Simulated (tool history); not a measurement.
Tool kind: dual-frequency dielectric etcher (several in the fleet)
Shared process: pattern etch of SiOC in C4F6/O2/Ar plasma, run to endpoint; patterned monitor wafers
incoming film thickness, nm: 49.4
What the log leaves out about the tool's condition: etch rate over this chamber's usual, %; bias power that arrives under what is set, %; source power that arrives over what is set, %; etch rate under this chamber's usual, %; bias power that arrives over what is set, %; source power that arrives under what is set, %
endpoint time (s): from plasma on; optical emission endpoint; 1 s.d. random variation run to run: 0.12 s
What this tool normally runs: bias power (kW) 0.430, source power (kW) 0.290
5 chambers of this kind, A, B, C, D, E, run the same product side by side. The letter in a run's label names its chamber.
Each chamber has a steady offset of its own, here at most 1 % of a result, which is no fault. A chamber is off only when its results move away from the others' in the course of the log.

run	hour	bias power (kW)	source power (kW)	hours since the last wet clean	hours since the last bias power generator calibration	hours since the last source power generator calibration	endpoint time (s)
1B	8.7	0.430	0.290	107.5	3476.4	483.1	19.695
2E	24.3	0.430	0.290	333.9	490.7	1716.0	19.765
3D	34.1	0.430	0.290	289.8	1631.4	2596.5	19.671
4A	44.5	0.430	0.290	442.0	740.9	1959.4	20.054
5C	52.2	0.506	0.290	452.3	101.4	67.5	18.542
# hour 60.1: chamber A: wet clean of the chamber
6E	65.7	0.506	0.290	375.3	532.1	1757.4	18.912
7D	77.5	0.506	0.290	333.2	1674.8	2639.9	18.595
8C	85.2	0.506	0.290	485.3	134.4	100.5	18.600
# hour 92.4: chamber E: wet clean of the chamber
9A	93.0	0.506	0.290	33.0	789.4	2007.9	18.767
10B	100.0	0.387	0.340	198.8	3567.7	574.4	19.336
11E	109.8	0.387	0.340	17.5	576.2	1801.5	19.428
12C	125.6	0.387	0.340	525.7	174.8	140.9	19.401
13B	132.6	0.387	0.340	231.4	3600.3	607.0	19.599
14D	144.1	0.387	0.340	399.8	1741.4	2706.5	19.353
15A	157.6	0.430	0.290	97.6	854.0	2072.5	19.887
16B	168.3	0.430	0.290	267.1	3636.0	642.7	19.891
17E	178.9	0.430	0.290	86.6	645.3	1870.6	19.972
18C	193.2	0.430	0.290	593.3	242.4	208.5	20.064
# hour 197.0: chamber C: wet clean of the chamber
19D	205.0	0.430	0.290	460.7	1802.3	2767.4	19.756
20A	212.9	0.430	0.290	152.9	909.3	2127.8	20.014
21A	225.0	0.430	0.290	165.0	921.4	2139.9	19.939
22C	234.0	0.430	0.290	37.0	283.2	249.3	19.865
23D	242.8	0.430	0.290	498.5	1840.1	2805.2	19.455
24E	250.9	0.430	0.290	158.6	717.3	1942.6	20.020
25B	259.3	0.430	0.290	358.1	3727.0	733.7	20.157
26D	272.4	0.430	0.290	528.1	1869.7	2834.8	19.437
27A	284.8	0.430	0.290	224.8	981.2	2199.7	19.850
28E	295.3	0.430	0.290	203.0	761.7	1987.0	19.760
29B	308.5	0.430	0.290	407.3	3776.2	782.9	20.302
30C	318.9	0.430	0.340	121.9	368.1	334.2	18.724
31A	333.9	0.430	0.340	273.9	1030.3	2248.8	18.793
32B	342.0	0.430	0.340	440.8	3809.7	816.4	19.020
# hour 342.3: chamber D: wet clean of the chamber
33C	355.0	0.430	0.340	158.0	404.2	370.3	18.682
34E	364.4	0.430	0.340	272.1	830.8	2056.1	18.674
35D	377.9	0.430	0.290	35.6	1975.2	2940.3	19.769
36A	389.0	0.430	0.290	329.0	1085.4	2303.9	19.991
37B	404.4	0.430	0.290	503.2	3872.1	878.8	20.747
38E	415.3	0.430	0.290	323.0	881.7	2107.0	19.991

What goes on in this fleet: one chamber off, a drifting gauge, or nothing beyond the chambers' own small offsets? Name the chamber and the cause, if any.

Chamber B drifts away from the others.
Most likely cause: etch rate under this chamber's usual, % = 4.25.

Which of the 4 candidates below, each the usual settings with something changed and its results left as question marks, puts chamber B back in line with what the other chambers give on the usual settings?
To be in line, a result may differ from the other chambers' mean on the usual settings by at most: endpoint time (s) 0.420
39B-1	426.7	0.430	0.360				?
39B-2	426.7	0.455	0.310				?
39B-3	426.7	0.405	0.270				?
39B-4	426.7	0.382	0.260				?

Other chambers, usual settings, mean: endpoint time (s) 19.852
run	endpoint time (s)
39B-1	19.060
39B-2	19.742
39B-3	21.690
39B-4	22.470
39B-2 puts the chamber back in line with the other chambers.
